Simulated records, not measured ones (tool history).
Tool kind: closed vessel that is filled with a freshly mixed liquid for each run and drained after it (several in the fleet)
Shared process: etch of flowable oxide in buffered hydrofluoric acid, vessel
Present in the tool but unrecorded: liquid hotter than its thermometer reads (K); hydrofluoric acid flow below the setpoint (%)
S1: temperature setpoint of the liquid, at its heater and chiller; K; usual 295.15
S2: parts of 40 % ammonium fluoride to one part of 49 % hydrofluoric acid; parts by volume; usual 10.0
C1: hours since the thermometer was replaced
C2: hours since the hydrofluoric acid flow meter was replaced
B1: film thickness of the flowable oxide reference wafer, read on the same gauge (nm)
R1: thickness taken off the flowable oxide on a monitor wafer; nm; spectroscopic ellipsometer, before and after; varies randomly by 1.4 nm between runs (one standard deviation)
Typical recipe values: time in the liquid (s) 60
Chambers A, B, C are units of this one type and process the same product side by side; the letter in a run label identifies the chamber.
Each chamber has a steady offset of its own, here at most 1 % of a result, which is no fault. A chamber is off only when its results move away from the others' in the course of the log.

Run 1B, hour 4.6: usual settings; C1 79.0; C2 1018.9; B1 119.99. Result: R1 201.90 nm.
Run 2C, hour 7.5: usual settings; C1 46.6; C2 309.3; B1 120.00. Result: R1 207.63 nm.
Run 3A, hour 9.9: usual settings; C1 38.3; C2 901.0; B1 119.98. Result: R1 203.19 nm.
Run 4C, hour 14.6: usual settings; C1 53.7; C2 316.4; B1 120.05. Result: R1 208.70 nm.
Run 5B, hour 17.3: usual settings; C1 91.7; C2 1031.6; B1 120.02. Result: R1 204.27 nm.
Run 6A, hour 21.9: usual settings; C1 50.3; C2 913.0; B1 120.01. Result: R1 204.03 nm.
Run 7C, hour 24.4: usual settings but time in the liquid (s) 90; C1 63.5; C2 326.2; B1 119.98. Result: R1 308.76 nm.
Run 8B, hour 28.7: usual settings but time in the liquid (s) 90; C1 103.1; C2 1043.0; B1 119.96. Result: R1 306.45 nm.
Run 9A, hour 31.0: usual settings but time in the liquid (s) 90; C1 59.4; C2 922.1; B1 120.03. Result: R1 305.60 nm.
Run 10B, hour 33.6: usual settings; C1 108.0; C2 1047.9; B1 120.00. Result: R1 203.18 nm.
Run 11C, hour 37.2: usual settings; C1 76.3; C2 339.0; B1 120.00. Result: R1 206.34 nm.
Run 12A, hour 40.8: usual settings; C1 69.2; C2 931.9; B1 120.05. Result: R1 202.71 nm.
Run 13A, hour 43.5: usual settings but S1 297.65 K, time in the liquid (s) 75; C1 71.9; C2 934.6; B1 119.95. Result: R1 293.11 nm.
Run 14C, hour 46.6: usual settings but S1 297.65 K, time in the liquid (s) 75; C1 85.7; C2 348.4; B1 119.98. Result: R1 298.29 nm.
Run 15B, hour 49.6: usual settings but S1 297.65 K, time in the liquid (s) 75; C1 124.0; C2 1063.9; B1 120.02. Result: R1 286.49 nm.
Run 16B, hour 54.3: usual settings; C1 128.7; C2 1068.6; B1 119.98. Result: R1 199.95 nm.
Run 17A, hour 58.1: usual settings; C1 86.5; C2 949.2; B1 120.00. Result: R1 205.37 nm.
Run 18C, hour 61.8: usual settings; C1 100.9; C2 363.6; B1 119.97. Result: R1 205.13 nm.
Run 19B, hour 64.6: usual settings; C1 139.0; C2 1078.9; B1 119.99. Result: R1 198.02 nm.
Run 20A, hour 68.6: usual settings but S1 298.65 K, time in the liquid (s) 80; C1 97.0; C2 959.7; B1 120.06. Result: R1 329.79 nm.
Run 21C, hour 71.1: usual settings but S1 298.65 K, time in the liquid (s) 80; C1 110.2; C2 372.9; B1 119.97. Result: R1 332.90 nm.
Run 22C, hour 75.0: usual settings but S1 298.65 K, time in the liquid (s) 80; C1 114.1; C2 376.8; B1 119.99. Result: R1 335.46 nm.
Run 23B, hour 79.1: usual settings; C1 153.5; C2 1093.4; B1 120.06. Result: R1 196.99 nm.
Run 24A, hour 81.3: usual settings; C1 109.7; C2 972.4; B1 120.03. Result: R1 202.29 nm.
Run 25C, hour 85.6: usual settings; C1 124.7; C2 387.4; B1 119.99. Result: R1 205.06 nm.
Run 26A, hour 90.2: usual settings; C1 118.6; C2 981.3; B1 119.99. Result: R1 202.92 nm.
Run 27B, hour 92.4: usual settings but S1 293.15 K, time in the liquid (s) 35; C1 166.8; C2 1106.7; B1 120.00. Result: R1 103.25 nm.
Run 28C, hour 95.9: usual settings but S1 293.15 K, time in the liquid (s) 35; C1 135.0; C2 397.7; B1 119.98. Result: R1 107.62 nm.
Run 29B, hour 98.8: usual settings but S1 293.15 K, time in the liquid (s) 35; C1 173.2; C2 1113.1; B1 120.01. Result: R1 101.87 nm.
Run 30A, hour 103.2: usual settings but S2 13.5 parts by volume; C1 131.6; C2 994.3; B1 120.03. Result: R1 152.56 nm.
Run 31B, hour 106.6: usual settings but S2 13.5 parts by volume; C1 181.0; C2 1120.9; B1 119.99. Result: R1 145.46 nm.
Run 32A, hour 109.1: usual settings but S2 13.5 parts by volume; C1 137.5; C2 1000.2; B1 119.99. Result: R1 150.63 nm.
Run 33C, hour 112.3: usual settings; C1 151.4; C2 414.1; B1 119.99. Result: R1 203.61 nm.
Run 34A, hour 116.6: usual settings; C1 145.0; C2 1007.7; B1 119.98. Result: R1 203.54 nm.

All 3 chambers run these settings next. Forecast each chamber's results:
Run 35A, hour 120.1: usual settings but S2 6.5 parts by volume. Result: R1 ?.
Run 35B, hour 120.1: usual settings but S2 6.5 parts by volume. Result: R1 ?.
Run 35C, hour 120.1: usual settings but S2 6.5 parts by volume. Result: R1 ?.

run      R1
35A  304.35
35B  291.00
35C  306.75
